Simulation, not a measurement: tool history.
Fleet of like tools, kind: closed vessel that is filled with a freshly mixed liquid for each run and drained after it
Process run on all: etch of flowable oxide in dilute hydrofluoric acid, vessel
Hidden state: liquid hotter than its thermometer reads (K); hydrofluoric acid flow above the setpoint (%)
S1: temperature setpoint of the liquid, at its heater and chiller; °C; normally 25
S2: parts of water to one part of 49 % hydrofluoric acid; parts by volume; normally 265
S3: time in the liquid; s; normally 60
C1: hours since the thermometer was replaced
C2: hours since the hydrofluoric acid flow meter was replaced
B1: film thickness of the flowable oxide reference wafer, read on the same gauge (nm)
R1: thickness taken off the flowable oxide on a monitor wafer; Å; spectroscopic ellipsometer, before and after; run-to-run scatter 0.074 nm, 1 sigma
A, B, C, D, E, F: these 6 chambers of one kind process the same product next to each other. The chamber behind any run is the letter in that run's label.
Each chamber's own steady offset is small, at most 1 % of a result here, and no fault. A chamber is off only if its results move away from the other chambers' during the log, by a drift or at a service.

Run 1A, hour 4.0: usual settings; C1 171.5; C2 71.8; B1 70.013. Result: R1 93.483 Å.
Run 2B, hour 7.3: usual settings; C1 1085.5; C2 362.3; B1 69.990. Result: R1 92.769 Å.
Run 3D, hour 12.4: usual settings; C1 1103.1; C2 1296.9; B1 70.010. Result: R1 93.749 Å.
Run 4E, hour 16.2: usual settings; C1 2087.0; C2 26.8; B1 70.008. Result: R1 93.149 Å.
Run 5F, hour 19.5: usual settings; C1 530.3; C2 1761.5; B1 70.004. Result: R1 90.980 Å.
Run 6C, hour 24.5: usual settings; C1 469.0; C2 753.4; B1 70.010. Result: R1 93.770 Å.
Run 7E, hour 30.4: usual settings; C1 2101.2; C2 41.0; B1 69.997. Result: R1 93.949 Å.
Run 8B, hour 35.8: usual settings; C1 1114.0; C2 390.8; B1 70.010. Result: R1 93.650 Å.
Run 9F, hour 40.0: usual settings; C1 550.8; C2 1782.0; B1 69.990. Result: R1 93.883 Å.
Run 10C, hour 44.6: usual settings; C1 489.1; C2 773.5; B1 69.997. Result: R1 95.374 Å.
Run 11D, hour 48.7: usual settings; C1 1139.4; C2 1333.2; B1 70.001. Result: R1 93.372 Å.
Run 12A, hour 52.4: usual settings; C1 219.9; C2 120.2; B1 69.967. Result: R1 94.052 Å.
Run 13D, hour 57.3: usual settings; C1 1148.0; C2 1341.8; B1 69.988. Result: R1 96.739 Å.
Run 14A, hour 62.5: usual settings but S2 365 parts by volume; C1 230.0; C2 130.3; B1 70.012. Result: R1 61.592 Å.
Run 15C, hour 68.3: usual settings but S2 365 parts by volume; C1 512.8; C2 797.2; B1 70.015. Result: R1 62.197 Å.
Run 16E, hour 71.6: usual settings but S2 365 parts by volume; C1 2142.4; C2 82.2; B1 70.028. Result: R1 61.915 Å.
Run 17B, hour 76.2: usual settings but S2 365 parts by volume; C1 1154.4; C2 431.2; B1 70.006. Result: R1 61.186 Å.
Run 18F, hour 80.2: usual settings but S2 365 parts by volume; C1 591.0; C2 1822.2; B1 70.009. Result: R1 60.481 Å.
Run 19F, hour 83.5: usual settings but S2 365 parts by volume; C1 594.3; C2 1825.5; B1 69.989. Result: R1 60.599 Å.
Run 20D, hour 88.4: usual settings; C1 1179.1; C2 1372.9; B1 70.007. Result: R1 96.945 Å.
Run 21E, hour 92.6: usual settings; C1 2163.4; C2 103.2; B1 70.002. Result: R1 94.426 Å.
Run 22B, hour 97.8: usual settings; C1 1176.0; C2 452.8; B1 70.010. Result: R1 92.764 Å.
Run 23A, hour 101.6: usual settings; C1 269.1; C2 169.4; B1 69.988. Result: R1 93.323 Å.
Run 24C, hour 107.2: usual settings; C1 551.7; C2 836.1; B1 70.003. Result: R1 93.743 Å.
Run 25C, hour 110.4: usual settings; C1 554.9; C2 839.3; B1 70.040. Result: R1 94.275 Å.
Run 26B, hour 115.2: usual settings; C1 1193.4; C2 470.2; B1 70.013. Result: R1 93.263 Å.
Run 27A, hour 119.0: usual settings; C1 286.5; C2 186.8; B1 69.985. Result: R1 92.480 Å.
At hour 120.7: chamber E: thermometer replaced.
Run 28F, hour 123.3: usual settings but S2 160 parts by volume, S3 40 s; C1 634.1; C2 1865.3; B1 70.000. Result: R1 117.120 Å.
Run 29D, hour 128.2: usual settings but S2 160 parts by volume, S3 40 s; C1 1218.9; C2 1412.7; B1 69.966. Result: R1 126.110 Å.
Run 30E, hour 130.8: usual settings but S2 160 parts by volume, S3 40 s; C1 10.1; C2 141.4; B1 69.975. Result: R1 114.770 Å.
Run 31B, hour 134.8: usual settings but S2 160 parts by volume, S3 40 s; C1 1213.0; C2 489.8; B1 70.003. Result: R1 116.460 Å.
Run 32E, hour 140.8: usual settings but S2 160 parts by volume, S3 40 s; C1 20.1; C2 151.4; B1 69.996. Result: R1 115.520 Å.
At hour 144.7: chamber F: hydrofluoric acid flow meter replaced.
Run 33D, hour 146.0: usual settings but S2 160 parts by volume, S3 40 s; C1 1236.7; C2 1430.5; B1 70.012. Result: R1 127.720 Å.
Run 34C, hour 150.1: usual settings; C1 594.6; C2 879.0; B1 69.980. Result: R1 95.067 Å.
Run 35A, hour 155.7: usual settings; C1 323.2; C2 223.5; B1 70.010. Result: R1 92.677 Å.
Run 36F, hour 158.6: usual settings; C1 669.4; C2 13.9; B1 70.005. Result: R1 91.393 Å.
Run 37D, hour 163.2: usual settings; C1 1253.9; C2 1447.7; B1 69.974. Result: R1 101.990 Å.
Run 38F, hour 168.6: usual settings; C1 679.4; C2 23.9; B1 70.015. Result: R1 91.913 Å.
Run 39E, hour 172.4: usual settings; C1 51.7; C2 183.0; B1 69.998. Result: R1 93.604 Å.
Run 40C, hour 175.2: usual settings; C1 619.7; C2 904.1; B1 69.956. Result: R1 93.605 Å.
Run 41B, hour 177.8: usual settings but S3 80 s; C1 1256.0; C2 532.8; B1 69.981. Result: R1 123.030 Å.
Run 42A, hour 183.6: usual settings but S3 80 s; C1 351.1; C2 251.4; B1 70.015. Result: R1 124.330 Å.

One chamber off, gauge drift, or nothing amiss beyond the chambers' own small offsets? If it is a chamber, which one, and what is the likeliest cause?

One chamber, D, drifts off from the rest bit by bit.
Most likely cause: hydrofluoric acid flow above the setpoint (%) = 8.96.

Which of the 4 candidates below, each the usual settings with something changed and its results left as question marks, puts chamber D back in line with what the other chambers give on the usual settings?
Counts as in line when no further than this from what the other chambers average on the usual settings: R1 2.600 Å
Run 43D-1, hour 187.9: usual settings but S2 240 parts by volume, S3 65 s. Result: R1 ?.
Run 43D-2, hour 187.9: usual settings but S1 22 °C. Result: R1 ?.
Run 43D-3, hour 187.9: usual settings but S1 28 °C. Result: R1 ?.
Run 43D-4, hour 187.9: usual settings but S2 290 parts by volume, S3 55 s. Result: R1 ?.

The other chambers' mean on the usual settings: R1 93.524 Å
  run       R1
43D-1  128.590
43D-2   94.009
43D-3  116.180
43D-4   85.500
43D-2 puts the chamber back in line with the other chambers.
